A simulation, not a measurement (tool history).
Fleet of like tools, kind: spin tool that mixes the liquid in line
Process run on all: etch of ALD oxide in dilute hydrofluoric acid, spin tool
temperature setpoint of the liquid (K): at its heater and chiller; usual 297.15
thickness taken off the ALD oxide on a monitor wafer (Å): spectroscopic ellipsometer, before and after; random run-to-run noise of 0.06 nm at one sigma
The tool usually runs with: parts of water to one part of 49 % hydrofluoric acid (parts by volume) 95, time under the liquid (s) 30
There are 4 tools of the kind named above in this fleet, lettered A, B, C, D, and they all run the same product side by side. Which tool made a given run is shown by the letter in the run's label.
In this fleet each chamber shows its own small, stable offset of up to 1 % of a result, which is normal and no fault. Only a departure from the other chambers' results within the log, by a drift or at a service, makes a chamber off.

run	day	temperature setpoint of the liquid (K)	parts of water to one part of 49 % hydrofluoric acid (parts by volume)	time under the liquid (s)	hours since the thermometer was replaced	hours since the hydrofluoric acid flow meter was replaced	read-back film thickness of the ALD oxide reference wafer, read on the same gauge (nm)	thickness taken off the ALD oxide on a monitor wafer (Å)
1B	0.396	297.15	95	30	284.6	73.3	60.034	95.797
2A	0.808	297.15	95	30	359.5	802.2	60.001	96.122
3D	1.033	297.15	95	30	1910.8	62.7	60.022	95.171
4C	1.279	297.15	95	30	632.7	1566.3	59.998	97.211
5C	1.483	297.15	95	30	637.6	1571.2	59.980	97.956
6D	1.833	297.15	95	30	1930.0	81.9	60.031	95.145
7A	2.042	297.15	95	30	389.1	831.8	60.013	97.352
8B	2.308	293.65	135	30	330.5	119.2	59.996	55.848
9B	2.654	293.65	135	30	338.8	127.5	59.997	55.942
10A	2.900	293.65	135	30	409.7	852.4	59.996	55.844
11D	3.333	293.65	135	30	1966.0	117.9	60.020	55.568
12C	3.654	297.15	95	30	689.7	1623.3	59.987	97.514
13B	3.933	297.15	95	30	369.5	158.2	60.019	95.454
14C	4.350	297.15	95	30	706.4	1640.0	59.973	97.048
15D	4.662	297.15	95	30	1997.9	149.8	60.000	95.390
# day 4.729: chamber A: thermometer replaced
# day 5.008: chamber C: thermometer replaced
16A	5.042	297.15	95	30	7.5	903.8	59.964	95.254
17B	5.438	297.15	95	30	405.6	194.3	60.012	95.205
18D	5.817	297.15	95	30	2025.6	177.5	59.993	96.390
19C	6.175	297.15	95	30	28.0	1683.8	59.980	95.609
20A	6.492	297.15	95	30	42.3	938.6	59.974	96.557
21D	6.792	297.15	95	30	2049.0	200.9	60.024	97.013
22C	7.058	297.15	95	30	49.2	1705.0	59.982	96.962
23B	7.275	297.15	95	30	449.7	238.4	60.008	97.342
# day 7.279: chamber A: hydrofluoric acid flow meter replaced
24A	7.592	297.15	95	30	68.7	7.6	60.011	96.876
25A	7.900	293.15	95	15	76.1	15.0	60.010	40.732
26D	8.233	293.15	95	15	2083.6	235.5	59.956	40.839
27B	8.667	293.15	95	15	483.1	271.8	60.000	41.491
28C	8.925	293.15	95	15	94.0	1749.8	60.018	40.960
# day 8.950: chamber D: thermometer replaced
29A	9.308	301.65	95	30	109.9	48.8	59.999	115.160
30B	9.600	301.65	95	30	505.5	294.2	60.023	118.470
31D	9.812	301.65	95	30	20.8	273.4	60.031	113.600
32C	10.017	301.65	95	30	120.2	1776.0	59.998	114.360
33D	10.383	297.15	95	30	34.5	287.1	59.988	93.997
# day 10.750: chamber C: hydrofluoric acid flow meter replaced
34B	10.796	297.15	95	30	534.2	322.9	59.998	100.980
35A	11.154	297.15	95	30	154.2	93.1	60.009	95.013
36C	11.592	300.15	95	15	158.0	20.2	60.027	54.531
37C	11.846	300.15	95	15	164.1	26.3	60.002	54.072
38B	12.071	300.15	95	15	564.8	353.5	60.016	56.030

Is one chamber out of step, is the gauge drifting, or do the chambers differ by no more than their own small offsets? For an off chamber, give its letter and the likeliest cause.

Little by little, chamber B moves away from the other chambers.
Likeliest cause: liquid hotter than its thermometer reads (K) = 1.45.
The log might look much the same if the cause were instead: hydrofluoric acid flow above the setpoint (%).

Chamber B could run next with any of the 4 candidate recipes listed below; each alters the usual settings, and their results appear as question marks. Which one brings its results back in line with what the other chambers deliver on the usual settings?
To be in line, a result may differ from the other chambers' mean on the usual settings by at most: thickness taken off the ALD oxide on a monitor wafer (Å) 2.100
39B-1	12.383	297.15	100	30				?
39B-2	12.383	294.65	95	30				?
39B-3	12.383	299.65	95	30				?
39B-4	12.383	297.15	90	30				?

Other chambers, usual settings, mean: thickness taken off the ALD oxide on a monitor wafer (Å) 96.206
run	thickness taken off the ALD oxide on a monitor wafer (Å)
39B-1	95.845
39B-2	91.855
39B-3	111.860
39B-4	107.740
Change 39B-1 lands the chamber within the allowed miss of the other chambers.
